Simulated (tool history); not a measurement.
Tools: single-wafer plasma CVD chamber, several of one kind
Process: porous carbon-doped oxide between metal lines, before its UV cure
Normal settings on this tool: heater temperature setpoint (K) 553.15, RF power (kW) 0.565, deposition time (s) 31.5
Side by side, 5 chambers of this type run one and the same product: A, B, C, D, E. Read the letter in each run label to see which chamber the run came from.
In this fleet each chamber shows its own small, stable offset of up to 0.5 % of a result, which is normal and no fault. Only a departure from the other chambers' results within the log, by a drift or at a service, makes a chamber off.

run	hour	heater temperature setpoint (K)	RF power (kW)	deposition time (s)	hours since the last thermocouple change	hours since the last RF generator calibration	read-back reference wafer on the same gauge, thickness_nm	mean film thickness on the monitor wafer (Å)
1D	6.0	553.15	0.565	31.5	481.4	1678.8	203.91	2089.9
2B	11.1	553.15	0.565	31.5	1045.3	923.2	203.90	2085.6
3C	17.1	553.15	0.565	31.5	90.9	1090.7	203.86	2088.9
4A	25.7	553.15	0.565	31.5	767.2	390.6	203.90	2073.6
5E	31.4	553.15	0.565	31.5	1257.6	517.4	203.88	2083.5
6C	39.6	553.15	0.565	31.5	113.4	1113.2	203.91	2081.3
# hour 45.1: chamber B: thermocouple changed; heater temperature recalibrated
7B	47.7	553.15	0.565	34.6	2.6	959.8	203.80	2282.7
8E	54.1	553.15	0.565	34.6	1280.3	540.1	203.75	2281.8
9A	62.2	553.15	0.565	34.6	803.7	427.1	203.74	2269.2
10D	67.5	553.15	0.565	34.6	542.9	1740.3	203.79	2287.0
11C	73.3	553.15	0.565	34.6	147.1	1146.9	203.76	2284.8
12D	81.1	553.15	0.565	31.5	556.5	1753.9	203.65	2081.3
13B	88.2	553.15	0.565	31.5	43.1	1000.3	203.65	2082.7
14E	96.1	553.15	0.565	31.5	1322.3	582.1	203.69	2083.8
15A	100.8	553.15	0.565	31.5	842.3	465.7	203.67	2071.0
16B	108.6	553.15	0.565	31.5	63.5	1020.7	203.60	2077.0
17C	113.5	553.15	0.565	31.5	187.3	1187.1	203.56	2086.9
18A	117.8	553.15	0.565	31.5	859.3	482.7	203.58	2068.5
19D	126.7	553.15	0.565	31.5	602.1	1799.5	203.53	2078.9
20E	132.3	553.15	0.565	31.5	1358.5	618.3	203.59	2082.0
21D	140.6	553.15	0.565	31.5	616.0	1813.4	203.46	2080.5
22B	147.6	553.15	0.565	31.5	102.5	1059.7	203.41	2080.8
23C	154.1	553.15	0.565	31.5	227.9	1227.7	203.42	2077.6
24E	161.8	553.15	0.565	31.5	1388.0	647.8	203.44	2075.0
25A	168.5	553.15	0.565	31.5	910.0	533.4	203.39	2067.4
26A	176.2	553.15	0.565	31.5	917.7	541.1	203.33	2064.6
27C	180.8	553.15	0.625	31.5	254.6	1254.4	203.35	2217.0
# hour 184.4: chamber E: thermocouple changed; heater temperature recalibrated
28B	187.7	553.15	0.625	31.5	142.6	1099.8	203.27	2225.2
29E	192.9	553.15	0.625	31.5	8.5	678.9	203.27	2220.3
30D	201.6	553.15	0.625	31.5	677.0	1874.4	203.27	2221.6
31B	208.4	553.15	0.625	31.5	163.3	1120.5	203.23	2221.9
32E	214.2	553.15	0.565	31.5	29.8	700.2	203.19	2079.8
33C	219.2	553.15	0.565	31.5	293.0	1292.8	203.24	2076.8
34D	224.4	553.15	0.565	31.5	699.8	1897.2	203.19	2077.3
35A	229.3	553.15	0.565	31.5	970.8	594.2	203.13	2063.2
36B	233.4	553.15	0.565	31.5	188.3	1145.5	203.11	2073.8
37A	237.8	553.15	0.465	26.2	979.3	602.7	203.15	1519.4
38C	245.0	553.15	0.465	26.2	318.8	1318.6	203.09	1528.4

Next, every chamber runs the same settings. What will each give?
39A	251.5	553.15	0.565	26.3				?
39B	251.5	553.15	0.565	26.3				?
39C	251.5	553.15	0.565	26.3				?
39D	251.5	553.15	0.565	26.3				?
39E	251.5	553.15	0.565	26.3				?

run	mean film thickness on the monitor wafer (Å)
39A	1730.9
39B	1742.4
39C	1747.0
39D	1741.4
39E	1741.7
